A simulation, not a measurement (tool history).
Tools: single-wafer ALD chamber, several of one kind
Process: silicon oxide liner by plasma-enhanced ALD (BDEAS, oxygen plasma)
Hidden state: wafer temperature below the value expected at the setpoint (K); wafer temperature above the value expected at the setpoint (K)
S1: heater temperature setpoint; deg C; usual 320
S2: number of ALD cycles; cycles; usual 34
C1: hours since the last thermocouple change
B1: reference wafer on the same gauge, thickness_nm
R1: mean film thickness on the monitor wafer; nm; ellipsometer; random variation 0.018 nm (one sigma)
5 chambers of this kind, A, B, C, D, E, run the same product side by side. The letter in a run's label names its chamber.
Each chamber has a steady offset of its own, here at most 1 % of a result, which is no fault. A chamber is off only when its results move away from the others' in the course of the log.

Run 1E, hour 9.9: usual settings; C1 12.7; B1 3.0587. Result: R1 3.0539 nm.
Run 2A, hour 19.6: usual settings; C1 686.6; B1 3.0594. Result: R1 3.1136 nm.
Run 3B, hour 25.0: usual settings; C1 488.2; B1 3.0583. Result: R1 3.0565 nm.
Run 4C, hour 30.1: usual settings; C1 1632.9; B1 3.0585. Result: R1 3.0064 nm.
Run 5D, hour 40.6: usual settings; C1 256.7; B1 3.0627. Result: R1 3.0574 nm.
Run 6B, hour 47.8: usual settings; C1 511.0; B1 3.0615. Result: R1 3.0855 nm.
Run 7A, hour 56.0: usual settings; C1 723.0; B1 3.0607. Result: R1 3.1059 nm.
Run 8E, hour 63.8: usual settings; C1 66.6; B1 3.0604. Result: R1 3.0590 nm.
Run 9C, hour 69.6: usual settings; C1 1672.4; B1 3.0597. Result: R1 3.0547 nm.
Run 10D, hour 74.6: usual settings; C1 290.7; B1 3.0609. Result: R1 3.0570 nm.
Run 11A, hour 79.7: usual settings; C1 746.7; B1 3.0607. Result: R1 3.0897 nm.
Run 12C, hour 88.5: usual settings; C1 1691.3; B1 3.0629. Result: R1 3.0455 nm.
Run 13B, hour 95.4: usual settings; C1 558.6; B1 3.0635. Result: R1 3.1010 nm.
Run 14E, hour 105.8: usual settings; C1 108.6; B1 3.0586. Result: R1 3.0426 nm.
Run 15D, hour 113.6: usual settings but S2 39 cycles; C1 329.7; B1 3.0603. Result: R1 3.4861 nm.
Run 16D, hour 120.5: usual settings but S2 39 cycles; C1 336.6; B1 3.0607. Result: R1 3.5267 nm.
Run 17A, hour 126.5: usual settings but S2 39 cycles; C1 793.5; B1 3.0603. Result: R1 3.5593 nm.
Run 18E, hour 136.6: usual settings but S2 39 cycles; C1 139.4; B1 3.0614. Result: R1 3.5151 nm.
Run 19C, hour 142.9: usual settings but S2 39 cycles; C1 1745.7; B1 3.0602. Result: R1 3.5095 nm.
Run 20B, hour 150.6: usual settings; C1 613.8; B1 3.0588. Result: R1 3.0918 nm.
Run 21D, hour 158.3: usual settings; C1 374.4; B1 3.0624. Result: R1 3.0434 nm.
Run 22E, hour 163.8: usual settings but S1 308 deg C; C1 166.6; B1 3.0587. Result: R1 3.1237 nm.
Run 23A, hour 174.0: usual settings but S1 308 deg C; C1 841.0; B1 3.0570. Result: R1 3.1507 nm.
Run 24B, hour 181.0: usual settings but S1 308 deg C; C1 644.2; B1 3.0560. Result: R1 3.1222 nm.
Run 25C, hour 187.1: usual settings but S1 308 deg C; C1 1789.9; B1 3.0604. Result: R1 3.1015 nm.
Run 26E, hour 193.8: usual settings but S1 308 deg C; C1 196.6; B1 3.0632. Result: R1 3.1140 nm.
Run 27A, hour 202.7: usual settings; C1 869.7; B1 3.0609. Result: R1 3.1078 nm.
Run 28B, hour 208.1: usual settings; C1 671.3; B1 3.0632. Result: R1 3.0524 nm.
Run 29D, hour 218.8: usual settings; C1 434.9; B1 3.0637. Result: R1 3.0484 nm.
Run 30C, hour 228.4: usual settings; C1 1831.2; B1 3.0577. Result: R1 3.0609 nm.
Run 31E, hour 233.6: usual settings but S1 324 deg C; C1 236.4; B1 3.0549. Result: R1 3.0422 nm.
Run 32A, hour 243.6: usual settings but S1 324 deg C; C1 910.6; B1 3.0674. Result: R1 3.0926 nm.
Run 33B, hour 250.5: usual settings but S1 324 deg C; C1 713.7; B1 3.0665. Result: R1 3.0312 nm.
Run 34C, hour 256.0: usual settings but S1 324 deg C; C1 1858.8; B1 3.0568. Result: R1 3.0366 nm.
Run 35D, hour 264.8: usual settings but S1 324 deg C; C1 480.9; B1 3.0565. Result: R1 3.0559 nm.
Run 36E, hour 274.7: usual settings; C1 277.5; B1 3.0607. Result: R1 3.0252 nm.
Run 37B, hour 281.8: usual settings; C1 745.0; B1 3.0562. Result: R1 3.0873 nm.
Run 38A, hour 287.8: usual settings; C1 954.8; B1 3.0596. Result: R1 3.0624 nm.
Run 39D, hour 294.6: usual settings; C1 510.7; B1 3.0648. Result: R1 3.0603 nm.
Run 40C, hour 302.6: usual settings; C1 1905.4; B1 3.0627. Result: R1 3.0737 nm.
Run 41B, hour 310.4: usual settings; C1 773.6; B1 3.0602. Result: R1 3.0587 nm.
Run 42C, hour 319.7: usual settings; C1 1922.5; B1 3.0623. Result: R1 3.0389 nm.
Run 43E, hour 326.2: usual settings; C1 329.0; B1 3.0642. Result: R1 3.0537 nm.
Run 44A, hour 331.7: usual settings; C1 998.7; B1 3.0573. Result: R1 3.1017 nm.

What goes on in this fleet: one chamber off, a drifting gauge, or nothing beyond the chambers' own small offsets? Name the chamber and the cause, if any.

No chamber stands off beyond its own small offset, and the gauge holds steady.
